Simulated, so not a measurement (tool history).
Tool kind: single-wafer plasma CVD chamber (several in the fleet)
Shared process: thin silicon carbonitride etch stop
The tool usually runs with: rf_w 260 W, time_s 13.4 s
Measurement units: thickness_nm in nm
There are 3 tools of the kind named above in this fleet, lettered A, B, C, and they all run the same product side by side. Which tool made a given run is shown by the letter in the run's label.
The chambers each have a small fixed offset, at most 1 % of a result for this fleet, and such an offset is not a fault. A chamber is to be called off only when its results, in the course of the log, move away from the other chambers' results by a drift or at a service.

| run | hour | rf_w | time_s | read-back reference wafer on the same gauge, thickness_nm | thickness_nm |
|---|---|---|---|---|---|
| 1A | 10.1 | 260 | 13.4 | 9.4242 | 8.2987 |
| 2C | 16.9 | 260 | 13.4 | 9.4232 | 8.1601 |
| 3B | 26.4 | 260 | 13.4 | 9.4289 | 8.2798 |
| 4A | 36.7 | 260 | 13.4 | 9.4278 | 8.2728 |
| 5C | 46.5 | 260 | 13.4 | 9.4337 | 8.2095 |
| 6B | 52.3 | 260 | 13.4 | 9.4356 | 8.2877 |
| 7C | 63.1 | 260 | 13.4 | 9.4418 | 8.2019 |
| 8B | 69.1 | 260 | 13.4 | 9.4442 | 8.2628 |
| 9A | 75.6 | 260 | 13.4 | 9.4448 | 8.2971 |
| 10C | 84.3 | 260 | 13.4 | 9.4505 | 8.2325 |
| 11B | 91.1 | 260 | 13.4 | 9.4529 | 8.2783 |
| 12A | 97.8 | 260 | 13.4 | 9.4533 | 8.3064 |
| 13B | 104.5 | 260 | 13.4 | 9.4559 | 8.268 |
| 14C | 114 | 260 | 13.4 | 9.4611 | 8.2175 |
| 15A | 122.1 | 260 | 13.4 | 9.4623 | 8.3314 |
| 16B | 128.9 | 260 | 13.4 | 9.4639 | 8.2849 |
| 17C | 140.4 | 260 | 13.4 | 9.4688 | 8.2501 |
| 18A | 148.6 | 260 | 13.4 | 9.4704 | 8.2967 |
|  | 152.4 | chamber A: RF generator calibrated |
| 19C | 158.6 | 275 | 15.7 | 9.4775 | 9.8141 |
| 20A | 167.4 | 275 | 15.7 | 9.4785 | 9.9233 |
| 21B | 175.3 | 275 | 15.7 | 9.4783 | 9.9033 |

Each of the 3 chambers runs these same settings next. Fill in every chamber's results:
| 22A | 183.6 | 260 | 13.4 |  | ? |
| 22B | 183.6 | 260 | 13.4 |  | ? |
| 22C | 183.6 | 260 | 13.4 |  | ? |

| run | thickness_nm |
|---|---|
| 22A | 8.3294 |
| 22B | 8.3188 |
| 22C | 8.2367 |
